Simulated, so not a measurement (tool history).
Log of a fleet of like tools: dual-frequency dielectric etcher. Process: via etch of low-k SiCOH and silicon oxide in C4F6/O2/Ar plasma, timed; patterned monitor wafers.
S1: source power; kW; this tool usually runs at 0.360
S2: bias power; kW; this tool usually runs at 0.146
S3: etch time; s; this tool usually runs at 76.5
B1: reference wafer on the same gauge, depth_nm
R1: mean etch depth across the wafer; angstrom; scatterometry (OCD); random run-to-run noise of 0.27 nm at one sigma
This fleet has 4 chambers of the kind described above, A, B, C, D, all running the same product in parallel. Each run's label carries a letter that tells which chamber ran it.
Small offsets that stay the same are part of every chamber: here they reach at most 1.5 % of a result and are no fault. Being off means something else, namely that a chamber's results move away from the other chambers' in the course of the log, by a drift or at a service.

{"run": "1A", "day": 0.208, "S1": 0.36, "S2": 0.146, "S3": 76.5, "B1": 221.07, "R1": 1940.0}
{"run": "2B", "day": 0.329, "S1": 0.36, "S2": 0.146, "S3": 76.5, "B1": 221.01, "R1": 1927.8}
{"run": "3C", "day": 0.475, "S1": 0.36, "S2": 0.146, "S3": 76.5, "B1": 221.04, "R1": 1948.5}
{"run": "4D", "day": 0.612, "S1": 0.36, "S2": 0.146, "S3": 76.5, "B1": 221.16, "R1": 1931.4}
{"run": "5D", "day": 0.8, "S1": 0.36, "S2": 0.146, "S3": 76.5, "B1": 221.23, "R1": 1934.1}
{"run": "6A", "day": 0.917, "S1": 0.36, "S2": 0.146, "S3": 76.5, "B1": 221.3, "R1": 1944.4}
{"run": "7B", "day": 1.129, "S1": 0.36, "S2": 0.146, "S3": 76.5, "B1": 221.2, "R1": 1927.9}
{"run": "8C", "day": 1.296, "S1": 0.36, "S2": 0.146, "S3": 76.5, "B1": 221.38, "R1": 1948.7}
{"day": 1.383, "done": "chamber C: wet clean of the chamber"}
{"run": "9D", "day": 1.479, "S1": 0.36, "S2": 0.146, "S3": 76.5, "B1": 221.37, "R1": 1935.8}
{"run": "10B", "day": 1.575, "S1": 0.36, "S2": 0.146, "S3": 76.5, "B1": 221.41, "R1": 1930.6}
{"run": "11A", "day": 1.729, "S1": 0.36, "S2": 0.178, "S3": 76.5, "B1": 221.57, "R1": 2073.1}
{"run": "12C", "day": 1.933, "S1": 0.36, "S2": 0.178, "S3": 76.5, "B1": 221.36, "R1": 2076.4}
{"run": "13D", "day": 2.067, "S1": 0.36, "S2": 0.178, "S3": 76.5, "B1": 221.58, "R1": 2060.8}
{"run": "14C", "day": 2.246, "S1": 0.36, "S2": 0.178, "S3": 76.5, "B1": 221.54, "R1": 2075.3}
{"run": "15A", "day": 2.425, "S1": 0.36, "S2": 0.146, "S3": 76.5, "B1": 221.63, "R1": 1944.0}
{"run": "16B", "day": 2.617, "S1": 0.36, "S2": 0.146, "S3": 76.5, "B1": 221.69, "R1": 1928.7}
{"day": 2.712, "done": "chamber A: source power generator calibrated"}
{"run": "17A", "day": 2.779, "S1": 0.36, "S2": 0.123, "S3": 76.5, "B1": 221.7, "R1": 1851.6}
{"run": "18D", "day": 2.925, "S1": 0.36, "S2": 0.123, "S3": 76.5, "B1": 221.77, "R1": 1839.9}
{"run": "19C", "day": 3.05, "S1": 0.36, "S2": 0.123, "S3": 76.5, "B1": 221.83, "R1": 1860.6}
{"run": "20B", "day": 3.171, "S1": 0.36, "S2": 0.123, "S3": 76.5, "B1": 221.84, "R1": 1835.9}
{"run": "21D", "day": 3.3, "S1": 0.36, "S2": 0.146, "S3": 76.5, "B1": 221.82, "R1": 1938.3}
{"run": "22C", "day": 3.492, "S1": 0.36, "S2": 0.146, "S3": 76.5, "B1": 221.99, "R1": 1956.5}
{"run": "23B", "day": 3.638, "S1": 0.36, "S2": 0.146, "S3": 85.0, "B1": 221.93, "R1": 2147.5}
{"run": "24A", "day": 3.729, "S1": 0.36, "S2": 0.146, "S3": 85.0, "B1": 222.02, "R1": 2168.1}
{"run": "25D", "day": 3.858, "S1": 0.36, "S2": 0.146, "S3": 85.0, "B1": 221.96, "R1": 2154.4}
{"run": "26A", "day": 3.975, "S1": 0.36, "S2": 0.146, "S3": 85.0, "B1": 221.97, "R1": 2164.7}
{"run": "27C", "day": 4.154, "S1": 0.36, "S2": 0.146, "S3": 76.5, "B1": 222.1, "R1": 1956.1}
{"run": "28B", "day": 4.35, "S1": 0.36, "S2": 0.146, "S3": 76.5, "B1": 222.1, "R1": 1930.6}
{"run": "29D", "day": 4.533, "S1": 0.36, "S2": 0.146, "S3": 76.5, "B1": 222.11, "R1": 1940.1}
{"run": "30B", "day": 4.704, "S1": 0.36, "S2": 0.146, "S3": 76.5, "B1": 222.2, "R1": 1936.2}
{"run": "31A", "day": 4.888, "S1": 0.36, "S2": 0.146, "S3": 76.5, "B1": 222.23, "R1": 1954.4}

One chamber off, gauge drift, or nothing amiss beyond the chambers' own small offsets? If it is a chamber, which one, and what is the likeliest cause?

None of the chambers is off. What moves is the gauge, dragging all their readings along together.
Most likely cause: gauge reads high (%) = 0.587.
